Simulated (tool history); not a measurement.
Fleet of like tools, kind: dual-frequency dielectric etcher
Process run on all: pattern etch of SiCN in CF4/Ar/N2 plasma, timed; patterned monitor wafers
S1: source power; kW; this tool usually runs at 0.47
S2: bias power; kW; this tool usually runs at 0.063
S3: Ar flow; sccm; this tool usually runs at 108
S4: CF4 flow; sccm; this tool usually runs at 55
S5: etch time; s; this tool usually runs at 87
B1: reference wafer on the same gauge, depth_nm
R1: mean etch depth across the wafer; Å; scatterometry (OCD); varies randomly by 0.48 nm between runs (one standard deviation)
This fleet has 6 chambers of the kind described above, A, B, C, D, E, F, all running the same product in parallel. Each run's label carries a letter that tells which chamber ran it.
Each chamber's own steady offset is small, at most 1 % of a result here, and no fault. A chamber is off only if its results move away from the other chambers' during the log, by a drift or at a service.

Run 1B, hour 3.1: usual settings; B1 56.567. Result: R1 708.89 Å.
Run 2C, hour 6.6: usual settings; B1 56.693. Result: R1 711.52 Å.
Run 3A, hour 9.3: usual settings; B1 56.579. Result: R1 704.63 Å.
Run 4D, hour 14.5: usual settings; B1 56.593. Result: R1 711.77 Å.
Run 5E, hour 18.3: usual settings; B1 56.623. Result: R1 703.68 Å.
Run 6F, hour 23: usual settings but S3 82 sccm; B1 56.595. Result: R1 728.85 Å.
Run 7A, hour 27.2: usual settings but S3 82 sccm; B1 56.534. Result: R1 733.69 Å.
Run 8E, hour 30.4: usual settings but S3 82 sccm; B1 56.544. Result: R1 743.82 Å.
Run 9F, hour 33.6: usual settings but S3 82 sccm; B1 56.505. Result: R1 742.1 Å.
Run 10B, hour 38.9: usual settings but S3 82 sccm; B1 56.571. Result: R1 734.05 Å.
Run 11C, hour 42.1: usual settings but S3 82 sccm; B1 56.493. Result: R1 737.45 Å.
Run 12D, hour 46.7: usual settings; B1 56.621. Result: R1 710.87 Å.
Run 13A, hour 50.8: usual settings; B1 56.592. Result: R1 694.98 Å.
Run 14C, hour 53.8: usual settings but S3 99 sccm, S5 74.5 s; B1 56.64. Result: R1 616.54 Å.
Run 15E, hour 58.2: usual settings but S3 99 sccm, S5 74.5 s; B1 56.661. Result: R1 619.83 Å.
Run 16D, hour 63.4: usual settings but S3 99 sccm, S5 74.5 s; B1 56.526. Result: R1 615.97 Å.
Run 17B, hour 68.8: usual settings but S3 99 sccm, S5 74.5 s; B1 56.675. Result: R1 615.29 Å.
Run 18F, hour 72.4: usual settings but S3 99 sccm, S5 74.5 s; B1 56.504. Result: R1 609.31 Å.
Run 19F, hour 76: usual settings but S3 99 sccm, S5 74.5 s; B1 56.637. Result: R1 612.33 Å.
At hour 80.2: chamber B: wet clean of the chamber.
Run 20D, hour 81.7: usual settings; B1 56.601. Result: R1 707.76 Å.
Run 21C, hour 84.9: usual settings but S4 48 sccm; B1 56.635. Result: R1 679.91 Å.
Run 22B, hour 89.2: usual settings but S4 48 sccm; B1 56.544. Result: R1 686.95 Å.
Run 23E, hour 92.7: usual settings but S4 48 sccm; B1 56.561. Result: R1 695.17 Å.
Run 24A, hour 96.1: usual settings but S4 48 sccm; B1 56.571. Result: R1 678.71 Å.
Run 25C, hour 98.8: usual settings but S4 48 sccm; B1 56.589. Result: R1 688.36 Å.
Run 26E, hour 104.5: usual settings but S4 48 sccm; B1 56.662. Result: R1 690.31 Å.
Run 27D, hour 108.6: usual settings; B1 56.637. Result: R1 713.09 Å.
Run 28B, hour 112: usual settings; B1 56.529. Result: R1 699.98 Å.
Run 29A, hour 115: usual settings; B1 56.642. Result: R1 696.8 Å.
Run 30F, hour 118.6: usual settings; B1 56.658. Result: R1 702.39 Å.
Run 31E, hour 123.9: usual settings but S3 119 sccm, S4 50 sccm; B1 56.622. Result: R1 682.25 Å.
Run 32C, hour 128.9: usual settings but S3 119 sccm, S4 50 sccm; B1 56.712. Result: R1 683.41 Å.
Run 33A, hour 134.1: usual settings but S3 119 sccm, S4 50 sccm; B1 56.58. Result: R1 679.97 Å.
At hour 134.5: chamber D: wet clean of the chamber.
Run 34D, hour 138.7: usual settings but S3 119 sccm, S4 50 sccm; B1 56.642. Result: R1 681.37 Å.
Run 35F, hour 143.9: usual settings but S3 119 sccm, S4 50 sccm; B1 56.502. Result: R1 675.41 Å.
Run 36B, hour 149.1: usual settings but S3 119 sccm, S4 50 sccm; B1 56.639. Result: R1 686.31 Å.
Run 37A, hour 154.9: usual settings; B1 56.579. Result: R1 697.95 Å.
Run 38C, hour 159.4: usual settings but S1 0.37 kW, S3 93 sccm; B1 56.61. Result: R1 577.72 Å.
Run 39E, hour 163.5: usual settings but S1 0.37 kW, S3 93 sccm; B1 56.605. Result: R1 592.04 Å.
Run 40D, hour 166.4: usual settings but S1 0.37 kW, S3 93 sccm; B1 56.508. Result: R1 586.45 Å.

All chambers now run identical settings, listed one chamber a line with results as question marks. What results will each chamber show?
Run 41A, hour 170.7: usual settings but S1 0.57 kW. Result: R1 ?.
Run 41B, hour 170.7: usual settings but S1 0.57 kW. Result: R1 ?.
Run 41C, hour 170.7: usual settings but S1 0.57 kW. Result: R1 ?.
Run 41D, hour 170.7: usual settings but S1 0.57 kW. Result: R1 ?.
Run 41E, hour 170.7: usual settings but S1 0.57 kW. Result: R1 ?.
Run 41F, hour 170.7: usual settings but S1 0.57 kW. Result: R1 ?.

run      R1
41A  834.96
41B  834.46
41C  841.61
41D  838.73
41E  837.88
41F  842.09
